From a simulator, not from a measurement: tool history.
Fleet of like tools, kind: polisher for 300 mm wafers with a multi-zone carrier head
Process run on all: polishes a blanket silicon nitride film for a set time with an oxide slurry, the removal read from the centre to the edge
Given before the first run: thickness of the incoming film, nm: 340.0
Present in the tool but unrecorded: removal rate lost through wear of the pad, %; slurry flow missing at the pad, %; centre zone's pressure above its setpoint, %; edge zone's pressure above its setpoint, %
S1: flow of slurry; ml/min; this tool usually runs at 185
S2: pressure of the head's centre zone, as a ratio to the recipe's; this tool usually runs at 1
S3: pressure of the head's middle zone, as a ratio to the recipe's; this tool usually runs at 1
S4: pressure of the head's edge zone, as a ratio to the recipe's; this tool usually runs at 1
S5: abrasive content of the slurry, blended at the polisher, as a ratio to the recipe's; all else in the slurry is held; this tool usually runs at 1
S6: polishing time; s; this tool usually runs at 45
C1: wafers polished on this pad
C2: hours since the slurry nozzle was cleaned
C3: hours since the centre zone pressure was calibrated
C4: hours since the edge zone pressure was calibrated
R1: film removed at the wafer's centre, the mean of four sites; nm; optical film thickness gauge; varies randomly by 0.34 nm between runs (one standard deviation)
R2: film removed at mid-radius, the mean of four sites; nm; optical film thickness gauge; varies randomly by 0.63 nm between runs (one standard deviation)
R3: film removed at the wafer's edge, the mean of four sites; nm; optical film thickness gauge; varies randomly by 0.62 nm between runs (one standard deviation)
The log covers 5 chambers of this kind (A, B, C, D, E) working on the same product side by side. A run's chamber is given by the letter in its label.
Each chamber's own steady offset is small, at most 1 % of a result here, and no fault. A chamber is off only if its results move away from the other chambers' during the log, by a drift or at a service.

Run 1C, hour 12.5: usual settings; C1 1008; C2 274.8; C3 1018.3; C4 1355.6. Result: R1 44.739 nm, R2 44.067 nm, R3 45.047 nm.
At hour 16: chamber A: centre zone pressure recalibrated.
At hour 18.5: chamber C: worn pad replaced by a new one.
Run 2B, hour 19.4: usual settings; C1 538; C2 420.7; C3 337.6; C4 412.1. Result: R1 44.888 nm, R2 44.938 nm, R3 44.073 nm.
Run 3E, hour 33.3: usual settings; C1 520; C2 103.3; C3 564.3; C4 488.1. Result: R1 45.104 nm, R2 44.978 nm, R3 43.919 nm.
Run 4D, hour 47.5: usual settings; C1 906; C2 421.8; C3 179.6; C4 601.4. Result: R1 44.741 nm, R2 44.282 nm, R3 44.915 nm.
At hour 47.7: chamber B: slurry nozzle cleaned.
Run 5A, hour 58.6: usual settings; C1 851; C2 159.3; C3 42.7; C4 484.5. Result: R1 44.338 nm, R2 43.406 nm, R3 44.396 nm.
At hour 72.6: chamber D: worn pad replaced by a new one.
Run 6A, hour 74.4: usual settings; C1 1051; C2 175.1; C3 58.5; C4 500.3. Result: R1 44.386 nm, R2 45.101 nm, R3 43.955 nm.
At hour 75.2: chamber E: worn pad replaced by a new one.
At hour 85.7: chamber B: worn pad replaced by a new one.
Run 7D, hour 90.2: usual settings; C1 222; C2 464.5; C3 222.3; C4 644.1. Result: R1 44.194 nm, R2 43.805 nm, R3 44.281 nm.
Run 8C, hour 103.1: usual settings; C1 1068; C2 365.4; C3 1108.9; C4 1446.2. Result: R1 44.019 nm, R2 44.662 nm, R3 45.1 nm.
At hour 103.4: chamber A: worn pad replaced by a new one.
Run 9B, hour 111.5: usual settings; C1 326; C2 63.8; C3 429.7; C4 504.2. Result: R1 44.596 nm, R2 42.849 nm, R3 44.758 nm.
At hour 114.1: chamber A: edge zone pressure recalibrated.
At hour 114.8: chamber C: worn pad replaced by a new one.
Run 10E, hour 121.7: usual settings; C1 588; C2 191.7; C3 652.7; C4 576.5. Result: R1 44.492 nm, R2 45.329 nm, R3 44.454 nm.
Run 11A, hour 133.7: usual settings; C1 382; C2 234.4; C3 117.8; C4 19.6. Result: R1 44.535 nm, R2 43.801 nm, R3 44.321 nm.
Run 12B, hour 144: usual settings; C1 737; C2 96.3; C3 462.2; C4 536.7. Result: R1 44.476 nm, R2 42.794 nm, R3 43.568 nm.
Run 13E, hour 152.6: usual settings; C1 978; C2 222.6; C3 683.6; C4 607.4. Result: R1 44.746 nm, R2 44.427 nm, R3 43.09 nm.
At hour 156.9: chamber C: edge zone pressure recalibrated.
At hour 157.8: chamber E: worn pad replaced by a new one.
Run 14D, hour 168: usual settings; C1 1204; C2 542.3; C3 300.1; C4 721.9. Result: R1 44.532 nm, R2 44.178 nm, R3 44.039 nm.
At hour 168.1: chamber D: worn pad replaced by a new one.
At hour 171.1: chamber B: worn pad replaced by a new one.
At hour 183: chamber C: centre zone pressure recalibrated.
Run 15C, hour 183.5: usual settings; C1 867; C2 445.8; C3 0.6; C4 26.7. Result: R1 43.991 nm, R2 43.526 nm, R3 44.976 nm.
Run 16A, hour 199.2: usual settings; C1 1209; C2 299.9; C3 183.3; C4 85.1. Result: R1 43.984 nm, R2 43.914 nm, R3 44.553 nm.
At hour 204.6: chamber C: worn pad replaced by a new one.
Run 17D, hour 211.1: usual settings; C1 543; C2 585.4; C3 343.2; C4 765. Result: R1 45.167 nm, R2 43.091 nm, R3 43.862 nm.
At hour 213.5: chamber A: worn pad replaced by a new one.
At hour 217.5: chamber D: slurry nozzle cleaned.
Run 18B, hour 223.4: usual settings but S3 0.96; C1 660; C2 175.7; C3 541.6; C4 616.1. Result: R1 44.302 nm, R2 43.278 nm, R3 43.741 nm.
Run 19C, hour 232.8: usual settings but S3 0.96; C1 356; C2 495.1; C3 49.9; C4 76. Result: R1 43.607 nm, R2 41.873 nm, R3 44.273 nm.
Run 20E, hour 244.8: usual settings but S3 0.96; C1 1098; C2 314.8; C3 775.8; C4 699.6. Result: R1 44.858 nm, R2 41.494 nm, R3 44.073 nm.
Run 21B, hour 252.3: usual settings but S3 0.96; C1 1025; C2 204.6; C3 570.5; C4 645. Result: R1 45.154 nm, R2 42.451 nm, R3 44.736 nm.
At hour 260.3: chamber B: worn pad replaced by a new one.
Run 22C, hour 262.2: usual settings but S3 0.96; C1 727; C2 524.5; C3 79.3; C4 105.4. Result: R1 43.884 nm, R2 41.191 nm, R3 43.659 nm.
At hour 262.6: chamber E: worn pad replaced by a new one.
At hour 273: chamber D: worn pad replaced by a new one.
Run 23E, hour 273.5: usual settings; C1 138; C2 343.5; C3 804.5; C4 728.3. Result: R1 44.714 nm, R2 45.003 nm, R3 44.481 nm.
Run 24A, hour 282.9: usual settings but S2 1.1, S5 0.9; C1 876; C2 383.6; C3 267; C4 168.8. Result: R1 46.243 nm, R2 42.102 nm, R3 41.784 nm.
Run 25D, hour 291.9: usual settings but S2 1.1, S5 0.9; C1 238; C2 74.5; C3 424; C4 845.8. Result: R1 47.91 nm, R2 41.892 nm, R3 43.082 nm.
At hour 293.4: chamber C: worn pad replaced by a new one.
At hour 294: chamber A: slurry nozzle cleaned.
Run 26A, hour 304.7: usual settings but S2 1.1, S5 0.9; C1 1151; C2 10.7; C3 288.8; C4 190.6. Result: R1 47.071 nm, R2 41.351 nm, R3 41.154 nm.
At hour 310.6: chamber A: worn pad replaced by a new one.
Run 27B, hour 318.7: usual settings but S2 1.1, S5 0.9; C1 738; C2 271; C3 636.9; C4 711.4. Result: R1 47.269 nm, R2 43.062 nm, R3 42.309 nm.
Run 28C, hour 331.9: usual settings but S2 1.1, S5 0.9; C1 487; C2 594.2; C3 149; C4 175.1. Result: R1 45.363 nm, R2 40.845 nm, R3 42.752 nm.
At hour 345.1: chamber E: worn pad replaced by a new one.
Run 29E, hour 345.3: usual settings; C1 2; C2 415.3; C3 876.3; C4 800.1. Result: R1 43.952 nm, R2 45.856 nm, R3 44.918 nm.
Run 30D, hour 352.7: usual settings; C1 1006; C2 135.3; C3 484.8; C4 906.6. Result: R1 44.153 nm, R2 44.186 nm, R3 45.442 nm.
At hour 357: chamber B: worn pad replaced by a new one.
Run 31A, hour 366.9: usual settings but S1 150 ml/min, S6 53 s; C1 711; C2 72.9; C3 351; C4 252.8. Result: R1 49.622 nm, R2 49.47 nm, R3 50.811 nm.
Run 32E, hour 378.2: usual settings but S1 150 ml/min, S6 53 s; C1 418; C2 448.2; C3 909.2; C4 833. Result: R1 50.916 nm, R2 51.754 nm, R3 52.049 nm.
At hour 381.3: chamber D: worn pad replaced by a new one.
At hour 391.6: chamber E: slurry nozzle cleaned.
Run 33C, hour 392: usual settings but S1 150 ml/min, S6 53 s; C1 1245; C2 654.3; C3 209.1; C4 235.2. Result: R1 48.667 nm, R2 48.199 nm, R3 49.473 nm.
At hour 402.2: chamber C: worn pad replaced by a new one.
At hour 402.7: chamber A: worn pad replaced by a new one.
Run 34D, hour 404.1: usual settings but S1 150 ml/min, S6 53 s; C1 288; C2 186.7; C3 536.2; C4 958. Result: R1 50.36 nm, R2 50.783 nm, R3 51.226 nm.
At hour 415: chamber E: centre zone pressure recalibrated.
Run 35B, hour 415.3: usual settings but S1 150 ml/min, S6 53 s; C1 736; C2 367.6; C3 733.5; C4 808. Result: R1 50.264 nm, R2 51.268 nm, R3 50.521 nm.
Run 36B, hour 430.3: usual settings; C1 926; C2 382.6; C3 748.5; C4 823. Result: R1 44.368 nm, R2 44.065 nm, R3 43.906 nm.
Run 37D, hour 439.9: usual settings; C1 740; C2 222.5; C3 572; C4 993.8. Result: R1 44.872 nm, R2 44.675 nm, R3 45.228 nm.
At hour 445.8: chamber E: worn pad replaced by a new one.
Run 38C, hour 451.3: usual settings; C1 620; C2 713.6; C3 268.4; C4 294.5. Result: R1 42.156 nm, R2 41.963 nm, R3 44.093 nm.
Run 39A, hour 459.4: usual settings; C1 716; C2 165.4; C3 443.5; C4 345.3. Result: R1 44.616 nm, R2 44.525 nm, R3 43.975 nm.
Run 40E, hour 474.6: usual settings; C1 364; C2 83.1; C3 59.7; C4 929.4. Result: R1 44.589 nm, R2 45.287 nm, R3 44.741 nm.

Next, all 5 chambers run the settings below, one line each with question marks for the results. What does each chamber give?
Run 41A, hour 485.9: usual settings but S3 1.08. Result: R1 ?, R2 ?, R3 ?.
Run 41B, hour 485.9: usual settings but S3 1.08. Result: R1 ?, R2 ?, R3 ?.
Run 41C, hour 485.9: usual settings but S3 1.08. Result: R1 ?, R2 ?, R3 ?.
Run 41D, hour 485.9: usual settings but S3 1.08. Result: R1 ?, R2 ?, R3 ?.
Run 41E, hour 485.9: usual settings but S3 1.08. Result: R1 ?, R2 ?, R3 ?.

run      R1      R2      R3
41A  44.213  47.214  43.227
41B  44.163  48.599  44.139
41C  41.573  44.916  41.197
41D  44.852   47.17  45.284
41E  44.109  47.561  44.108
